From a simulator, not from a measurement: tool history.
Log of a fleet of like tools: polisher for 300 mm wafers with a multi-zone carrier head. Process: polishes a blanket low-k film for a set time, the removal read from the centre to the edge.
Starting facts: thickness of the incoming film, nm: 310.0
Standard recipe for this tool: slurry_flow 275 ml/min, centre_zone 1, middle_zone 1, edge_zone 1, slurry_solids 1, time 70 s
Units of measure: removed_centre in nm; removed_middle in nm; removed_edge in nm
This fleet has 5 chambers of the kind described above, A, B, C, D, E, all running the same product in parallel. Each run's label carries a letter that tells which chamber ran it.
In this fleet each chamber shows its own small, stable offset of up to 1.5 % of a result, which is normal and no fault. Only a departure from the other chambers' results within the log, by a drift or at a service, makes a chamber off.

| run | day | slurry_flow | centre_zone | middle_zone | edge_zone | slurry_solids | time | removed_centre | removed_middle | removed_edge |
|---|---|---|---|---|---|---|---|---|---|---|
| 1C | 0.312 | 275 | 1 | 1 | 1 | 1 | 70 | 17.111 | 17.217 | 17.196 |
| 2E | 0.704 | 275 | 1 | 1 | 1 | 1 | 70 | 17.385 | 16.811 | 16.989 |
|  | 1.083 | chamber C: edge zone pressure recalibrated |
| 3A | 1.15 | 275 | 1 | 1 | 1 | 1 | 70 | 17.22 | 17.149 | 17.04 |
| 4B | 1.433 | 275 | 1 | 1 | 1 | 1 | 70 | 17.24 | 17.009 | 16.936 |
| 5D | 1.804 | 275 | 1 | 1 | 1 | 1 | 70 | 17.354 | 17.26 | 16.665 |
|  | 1.904 | chamber D: worn pad replaced by a new one |
| 6B | 2.1 | 275 | 1 | 1 | 1 | 1 | 70 | 17.372 | 17.083 | 17.054 |
|  | 2.217 | chamber E: worn pad replaced by a new one |
|  | 2.267 | chamber B: worn pad replaced by a new one |
| 7A | 2.358 | 275 | 1 | 1 | 1 | 1 | 70 | 17.272 | 16.944 | 17.421 |
|  | 2.512 | chamber A: worn pad replaced by a new one |
| 8C | 2.671 | 275 | 1 | 1 | 1 | 1 | 70 | 17.219 | 16.993 | 17.242 |
| 9D | 2.938 | 275 | 1 | 1 | 1 | 1 | 70 | 17.053 | 17.277 | 16.932 |
|  | 3.258 | chamber E: slurry nozzle cleaned |
| 10E | 3.321 | 275 | 1 | 1 | 1 | 1 | 70 | 17.344 | 16.886 | 17.12 |
|  | 3.362 | chamber C: centre zone pressure recalibrated |
|  | 3.462 | chamber C: worn pad replaced by a new one |
| 11E | 3.767 | 275 | 1 | 1 | 1 | 1 | 70 | 17.278 | 16.676 | 17.191 |
|  | 3.8 | chamber E: edge zone pressure recalibrated |
| 12D | 4.054 | 275 | 1 | 1 | 1 | 1 | 70 | 17.408 | 16.942 | 16.859 |
| 13A | 4.508 | 275 | 1 | 1 | 1 | 1 | 70 | 17.306 | 17.121 | 17.017 |
| 14C | 4.738 | 275 | 1 | 1 | 1 | 1 | 70 | 16.98 | 17.012 | 16.85 |
| 15B | 5.154 | 275 | 1 | 1 | 1 | 1 | 70 | 17.312 | 17.11 | 16.702 |
|  | 5.167 | chamber D: worn pad replaced by a new one |
| 16B | 5.625 | 275 | 1 | 1 | 1 | 1 | 70 | 17.137 | 16.97 | 17.373 |
|  | 5.862 | chamber D: centre zone pressure recalibrated |
| 17D | 5.867 | 275 | 1 | 1.09 | 1 | 1 | 70 | 18.267 | 18.672 | 16.745 |
| 18A | 6.138 | 275 | 1 | 1.09 | 1 | 1 | 70 | 17.384 | 18.754 | 17.108 |
|  | 6.308 | chamber E: worn pad replaced by a new one |
| 19C | 6.442 | 275 | 1 | 1.09 | 1 | 1 | 70 | 17.252 | 18.741 | 16.639 |
| 20E | 6.688 | 275 | 1 | 1.09 | 1 | 1 | 70 | 17.331 | 17.971 | 17.038 |
| 21B | 6.912 | 275 | 1 | 1.09 | 1 | 1 | 70 | 17.388 | 18.669 | 16.535 |
|  | 7 | chamber B: worn pad replaced by a new one |
| 22C | 7.208 | 275 | 1 | 1 | 1 | 1 | 70 | 17.178 | 16.598 | 16.778 |
|  | 7.233 | chamber A: worn pad replaced by a new one |
| 23A | 7.579 | 275 | 1 | 1 | 1 | 1 | 70 | 17.2 | 17.312 | 16.898 |
|  | 7.675 | chamber C: worn pad replaced by a new one |
| 24D | 7.992 | 275 | 1 | 1 | 1 | 1 | 70 | 18.17 | 17.34 | 16.964 |
| 25E | 8.342 | 275 | 1 | 1.08 | 1 | 1 | 60 | 14.637 | 15.341 | 14.51 |
|  | 8.688 | chamber D: worn pad replaced by a new one |
| 26D | 8.825 | 275 | 1 | 1.08 | 1 | 1 | 60 | 15.618 | 16.035 | 14.265 |
| 27C | 9.225 | 275 | 1 | 1.08 | 1 | 1 | 60 | 14.671 | 15.373 | 14.374 |
| 28E | 9.579 | 275 | 1 | 1.08 | 1 | 1 | 60 | 14.714 | 15.628 | 14.774 |
| 29A | 9.833 | 275 | 1 | 1.08 | 1 | 1 | 60 | 14.791 | 15.737 | 14.641 |
| 30B | 10.308 | 275 | 1 | 1 | 1 | 1 | 70 | 17.148 | 16.842 | 17.268 |
| 31C | 10.754 | 275 | 1 | 0.92 | 1 | 1 | 70 | 17.061 | 15.84 | 17.26 |
|  | 11.017 | chamber B: worn pad replaced by a new one |
| 32B | 11.062 | 275 | 1 | 0.92 | 1 | 1 | 70 | 17.33 | 16.028 | 16.672 |

Next, all 5 chambers run the settings below, one line each with question marks for the results. What does each chamber give?
| 33A | 11.417 | 275 | 1 | 1 | 1 | 1 | 87 | ? | ? | ? |
| 33B | 11.417 | 275 | 1 | 1 | 1 | 1 | 87 | ? | ? | ? |
| 33C | 11.417 | 275 | 1 | 1 | 1 | 1 | 87 | ? | ? | ? |
| 33D | 11.417 | 275 | 1 | 1 | 1 | 1 | 87 | ? | ? | ? |
| 33E | 11.417 | 275 | 1 | 1 | 1 | 1 | 87 | ? | ? | ? |

| run | removed_centre | removed_middle | removed_edge |
|---|---|---|---|
| 33A | 21.619 | 20.708 | 20.936 |
| 33B | 21.56 | 20.971 | 21.529 |
| 33C | 21.341 | 21.634 | 20.733 |
| 33D | 22.529 | 21.277 | 21.076 |
| 33E | 21.631 | 20.585 | 21.205 |
